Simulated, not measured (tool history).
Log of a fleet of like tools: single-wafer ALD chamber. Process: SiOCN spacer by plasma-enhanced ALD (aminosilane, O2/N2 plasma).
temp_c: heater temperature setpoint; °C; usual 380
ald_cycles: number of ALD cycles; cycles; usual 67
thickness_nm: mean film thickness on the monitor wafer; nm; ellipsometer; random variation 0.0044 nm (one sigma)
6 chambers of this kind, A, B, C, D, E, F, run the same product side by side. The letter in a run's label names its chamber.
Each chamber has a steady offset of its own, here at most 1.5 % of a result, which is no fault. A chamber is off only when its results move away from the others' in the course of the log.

run   hour  temp_c  ald_cycles  read-back reference wafer on the same gauge, thickness_nm  thickness_nm
 1D    8.8     380          67                                                       3.86        4.0268
 2C   19.2     380          67                                                     3.8593        4.0759
 3F   28.3     380          67                                                     3.8592        4.0391
 4A   33.5     380          67                                                     3.8589        4.0433
 5E   40.4     380          67                                                     3.8581         4.046
 6B   48.4     380          67                                                     3.8578        3.9934
      56.1  -- chamber B: thermocouple changed; heater temperature recalibrated
 7B   57.1     380          67                                                      3.857        4.0009
 8C     67     394          62                                                     3.8561        3.7702
 9A     78     394          62                                                     3.8565        3.7332
10D   87.6     394          62                                                     3.8558        3.7257
11F   94.9     394          62                                                     3.8547        3.7333
12E  103.8     394          62                                                     3.8552        3.7467
13A  111.3     394          62                                                     3.8561        3.7381
14F  121.3     394          67                                                     3.8535        4.0303
15D  127.9     394          67                                                     3.8547        4.0244
16C  139.1     394          67                                                     3.8536        4.0655
17E  147.8     394          67                                                     3.8524        4.0445
18B  158.4     394          67                                                     3.8525        3.9891
19A  166.6     394          67                                                     3.8524        4.0313
20B  175.6     380          67                                                     3.8518         3.994
21F  183.8     380          67                                                     3.8504        4.0274
22C  189.9     370          67                                                     3.8516        4.0623
23E  201.2     370          67                                                     3.8508        4.0428
24D  207.3     370          67                                                     3.8493         4.026
25B  216.8     370          67                                                     3.8482        3.9769
26A  223.2     370          67                                                     3.8497        4.0363
27C  228.7     370          67                                                     3.8501        4.0596
28E  236.3     380          67                                                       3.85        4.0388
29F  243.4     380          67                                                     3.8477        4.0334
30D  253.4     380          67                                                     3.8481        4.0172
31D  262.3     380          67                                                     3.8472        4.0165
32E  273.3     380          67                                                     3.8468        4.0384
33C  279.9     380          67                                                     3.8467        4.0626
34A  289.5     380          67                                                     3.8471         4.022
35B  294.9     380          67                                                     3.8458        3.9877
36F    303     380          67                                                     3.8453         4.028
37B  308.9     380          67                                                     3.8462        3.9713
38F  315.6     380          67                                                     3.8447        4.0182
39C    322     380          67                                                     3.8449        4.0659
40D  331.4     393          67                                                     3.8438        4.0248
41E  342.1     393          67                                                     3.8437        4.0305
42A    352     393          67                                                     3.8434        4.0242
43B  357.6     393          67                                                     3.8424        3.9798

Is one chamber off against the others, does the gauge drift, or is nothing wrong? If a chamber is off, say which, and what the likeliest cause is.

The gauge drifts, so all chambers seem to drift together. No chamber is off.
Cause: gauge reads low (%) = 0.45.
